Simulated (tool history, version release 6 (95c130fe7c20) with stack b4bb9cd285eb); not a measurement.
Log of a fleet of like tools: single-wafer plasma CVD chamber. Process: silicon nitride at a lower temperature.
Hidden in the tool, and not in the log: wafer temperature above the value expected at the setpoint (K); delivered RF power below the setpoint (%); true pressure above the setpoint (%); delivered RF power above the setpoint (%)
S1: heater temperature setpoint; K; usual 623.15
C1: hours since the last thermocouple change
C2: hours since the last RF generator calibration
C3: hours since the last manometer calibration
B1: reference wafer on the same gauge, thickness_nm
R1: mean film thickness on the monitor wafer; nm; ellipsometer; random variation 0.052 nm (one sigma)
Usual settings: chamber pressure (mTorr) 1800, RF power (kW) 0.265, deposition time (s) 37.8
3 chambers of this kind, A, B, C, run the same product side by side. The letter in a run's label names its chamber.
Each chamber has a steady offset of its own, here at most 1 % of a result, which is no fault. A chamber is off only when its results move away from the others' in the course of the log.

Run 1A, day 0.146: usual settings; C1 871.8; C2 991.8; C3 3194.9; B1 48.991. Result: R1 42.374 nm.
Run 2B, day 0.279: usual settings; C1 1005.2; C2 1035.0; C3 67.6; B1 49.007. Result: R1 42.436 nm.
Run 3C, day 0.462: usual settings; C1 61.6; C2 163.4; C3 380.2; B1 49.033. Result: R1 42.143 nm.
Run 4A, day 0.583: usual settings; C1 882.3; C2 1002.3; C3 3205.4; B1 49.021. Result: R1 42.351 nm.
Run 5C, day 0.712: usual settings; C1 67.6; C2 169.4; C3 386.2; B1 49.029. Result: R1 42.180 nm.
Run 6B, day 0.796: usual settings; C1 1017.6; C2 1047.4; C3 80.0; B1 49.041. Result: R1 42.443 nm.
Run 7C, day 0.992: usual settings; C1 74.3; C2 176.1; C3 392.9; B1 49.053. Result: R1 42.153 nm.
Run 8A, day 1.100: usual settings; C1 894.7; C2 1014.7; C3 3217.8; B1 49.058. Result: R1 42.420 nm.
Run 9B, day 1.283: usual settings; C1 1029.3; C2 1059.1; C3 91.7; B1 49.067. Result: R1 42.488 nm.
Run 10C, day 1.375: usual settings; C1 83.5; C2 185.3; C3 402.1; B1 49.067. Result: R1 42.267 nm.
Run 11A, day 1.562: usual settings; C1 905.8; C2 1025.8; C3 3228.9; B1 49.066. Result: R1 42.382 nm.
Run 12B, day 1.692: usual settings; C1 1039.1; C2 1068.9; C3 101.5; B1 49.093. Result: R1 42.423 nm.
Run 13C, day 1.838: usual settings; C1 94.6; C2 196.4; C3 413.2; B1 49.111. Result: R1 42.317 nm.
Run 14A, day 2.000: usual settings; C1 916.3; C2 1036.3; C3 3239.4; B1 49.110. Result: R1 42.380 nm.
Run 15B, day 2.162: usual settings; C1 1050.4; C2 1080.2; C3 112.8; B1 49.120. Result: R1 42.574 nm.
Run 16A, day 2.354: usual settings; C1 924.8; C2 1044.8; C3 3247.9; B1 49.116. Result: R1 42.438 nm.
At day 2.467: chamber A: capacitance manometer re-zeroed and calibrated.
Run 17B, day 2.521: usual settings; C1 1059.0; C2 1088.8; C3 121.4; B1 49.139. Result: R1 42.520 nm.
Run 18C, day 2.629: usual settings; C1 113.6; C2 215.4; C3 432.2; B1 49.118. Result: R1 42.287 nm.
Run 19C, day 2.738: usual settings; C1 116.2; C2 218.0; C3 434.8; B1 49.146. Result: R1 42.366 nm.
Run 20B, day 2.875: usual settings; C1 1067.5; C2 1097.3; C3 129.9; B1 49.145. Result: R1 42.533 nm.
Run 21A, day 3.021: usual settings; C1 940.8; C2 1060.8; C3 13.4; B1 49.164. Result: R1 42.410 nm.
Run 22A, day 3.196: usual settings; C1 945.0; C2 1065.0; C3 17.6; B1 49.154. Result: R1 42.489 nm.
Run 23C, day 3.375: usual settings; C1 131.5; C2 233.3; C3 450.1; B1 49.179. Result: R1 42.250 nm.
Run 24B, day 3.488: usual settings; C1 1082.2; C2 1112.0; C3 144.6; B1 49.187. Result: R1 42.519 nm.
Run 25C, day 3.604: usual settings; C1 137.0; C2 238.8; C3 455.6; B1 49.185. Result: R1 42.238 nm.
Run 26A, day 3.767: usual settings; C1 958.7; C2 1078.7; C3 31.3; B1 49.190. Result: R1 42.552 nm.
Run 27B, day 3.900: usual settings; C1 1092.1; C2 1121.9; C3 154.5; B1 49.190. Result: R1 42.670 nm.
Run 28C, day 4.092: usual settings; C1 148.7; C2 250.5; C3 467.3; B1 49.216. Result: R1 42.368 nm.
Run 29A, day 4.200: usual settings; C1 969.1; C2 1089.1; C3 41.7; B1 49.190. Result: R1 42.394 nm.
Run 30B, day 4.362: usual settings; C1 1103.2; C2 1133.0; C3 165.6; B1 49.214. Result: R1 42.686 nm.
Run 31B, day 4.496: usual settings; C1 1106.4; C2 1136.2; C3 168.8; B1 49.218. Result: R1 42.596 nm.
Run 32C, day 4.667: usual settings; C1 162.5; C2 264.3; C3 481.1; B1 49.224. Result: R1 42.364 nm.
Run 33A, day 4.767: usual settings; C1 982.7; C2 1102.7; C3 55.3; B1 49.226. Result: R1 42.605 nm.
Run 34C, day 4.892: usual settings; C1 167.9; C2 269.7; C3 486.5; B1 49.252. Result: R1 42.363 nm.

Next, every chamber runs the same settings. What will each give?
Run 35A, day 5.033: usual settings. Result: R1 ?.
Run 35B, day 5.033: usual settings. Result: R1 ?.
Run 35C, day 5.033: usual settings. Result: R1 ?.

run      R1
35A  42.438
35B  42.596
35C  42.391
